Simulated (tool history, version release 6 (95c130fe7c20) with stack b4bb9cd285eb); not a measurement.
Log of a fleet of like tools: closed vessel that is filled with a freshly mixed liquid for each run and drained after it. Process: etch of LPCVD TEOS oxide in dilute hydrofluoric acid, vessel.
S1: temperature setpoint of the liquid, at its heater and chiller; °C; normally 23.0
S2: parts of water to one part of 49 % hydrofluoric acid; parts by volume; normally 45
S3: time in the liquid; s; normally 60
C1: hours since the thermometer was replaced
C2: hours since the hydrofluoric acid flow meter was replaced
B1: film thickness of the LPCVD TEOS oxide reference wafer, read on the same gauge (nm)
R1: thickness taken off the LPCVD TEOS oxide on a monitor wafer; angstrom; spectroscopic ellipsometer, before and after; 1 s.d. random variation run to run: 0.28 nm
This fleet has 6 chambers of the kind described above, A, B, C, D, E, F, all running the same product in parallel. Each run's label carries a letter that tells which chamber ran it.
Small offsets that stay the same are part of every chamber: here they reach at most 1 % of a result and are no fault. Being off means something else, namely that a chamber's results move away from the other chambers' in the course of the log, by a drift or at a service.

run	hour	S1	S2	S3	C1	C2	B1	R1
1C	16.3	23.0	45	60	1417.8	377.7	89.986	440.21
2F	30.3	23.0	45	60	315.8	181.5	90.017	437.22
3E	42.5	23.0	45	60	1012.1	1041.3	90.030	443.08
# hour 56.6: chamber B: hydrofluoric acid flow meter replaced
4B	58.7	23.0	45	60	449.4	2.1	90.057	441.84
5A	67.8	23.0	45	60	542.0	947.5	89.977	441.72
6D	82.3	23.0	45	60	238.5	261.4	89.964	433.69
7C	93.5	23.0	45	50	1495.0	454.9	89.955	366.77
8A	110.1	23.0	45	50	584.3	989.8	89.996	363.18
9E	122.1	23.0	45	50	1091.7	1120.9	89.988	369.06
10B	132.8	23.0	45	50	523.5	76.2	90.023	363.90
11D	147.7	23.0	45	50	303.9	326.8	89.981	363.74
12F	154.9	23.0	45	50	440.4	306.1	89.998	364.65
13C	165.5	23.0	45	60	1567.0	526.9	90.016	439.80
14F	179.9	23.0	45	60	465.4	331.1	89.978	437.19
15A	189.9	23.0	45	60	664.1	1069.6	89.977	437.53
16D	198.0	23.0	45	60	354.2	377.1	90.000	440.93
17B	214.5	23.0	45	60	605.2	157.9	89.981	435.58
# hour 215.2: chamber A: hydrofluoric acid flow meter replaced
18E	224.1	23.0	45	60	1193.7	1222.9	89.996	438.80
19B	238.2	23.0	45	60	628.9	181.6	90.012	432.09
20A	252.2	23.0	55	60	726.4	37.0	90.006	356.25
# hour 255.1: chamber F: thermometer replaced
21F	268.2	23.0	55	60	13.1	419.4	90.048	348.98
22D	283.1	23.0	55	60	439.3	462.2	90.008	349.70
23C	291.6	23.0	55	60	1693.1	653.0	90.030	357.32
24E	299.9	23.0	55	60	1269.5	1298.7	89.989	354.12
25F	314.5	23.0	55	60	59.4	465.7	90.010	355.46
# hour 319.6: chamber C: thermometer replaced
26C	326.4	23.0	45	60	6.8	687.8	90.007	443.15
# hour 333.3: chamber D: hydrofluoric acid flow meter replaced
27D	342.7	23.0	55	70	498.9	9.4	90.037	412.54
28A	355.4	23.0	55	70	829.6	140.2	89.992	417.64
29B	371.7	23.0	55	70	762.4	315.1	90.020	394.27
30E	382.7	23.0	55	70	1352.3	1381.5	90.017	413.09
31E	391.3	23.0	55	70	1360.9	1390.1	90.008	412.75
32A	399.6	23.0	55	70	873.8	184.4	90.000	419.67
33F	410.3	19.5	40	60	155.2	561.5	89.983	427.92
34B	420.9	19.5	40	60	811.6	364.3	90.012	404.06
35C	435.7	19.5	40	60	116.1	797.1	90.012	432.03
36D	442.9	19.5	40	60	599.1	109.6	90.001	427.30
37E	454.1	19.5	40	60	1423.7	1452.9	89.962	426.15
38C	465.0	19.5	40	60	145.4	826.4	90.028	433.13
39F	475.1	23.0	55	60	220.0	626.3	89.998	354.36
40D	488.6	23.0	55	60	644.8	155.3	89.957	354.18
41A	501.6	23.0	55	60	975.8	286.4	90.027	354.35
42B	511.4	23.0	55	60	902.1	454.8	89.988	332.70

The same settings go to every chamber for the next run, one line per chamber below. Forecast the results for each:
43A	523.2	24.5	45	60				?
43B	523.2	24.5	45	60				?
43C	523.2	24.5	45	60				?
43D	523.2	24.5	45	60				?
43E	523.2	24.5	45	60				?
43F	523.2	24.5	45	60				?

run	R1
43A	468.92
43B	435.65
43C	474.73
43D	466.36
43E	463.43
43F	462.28
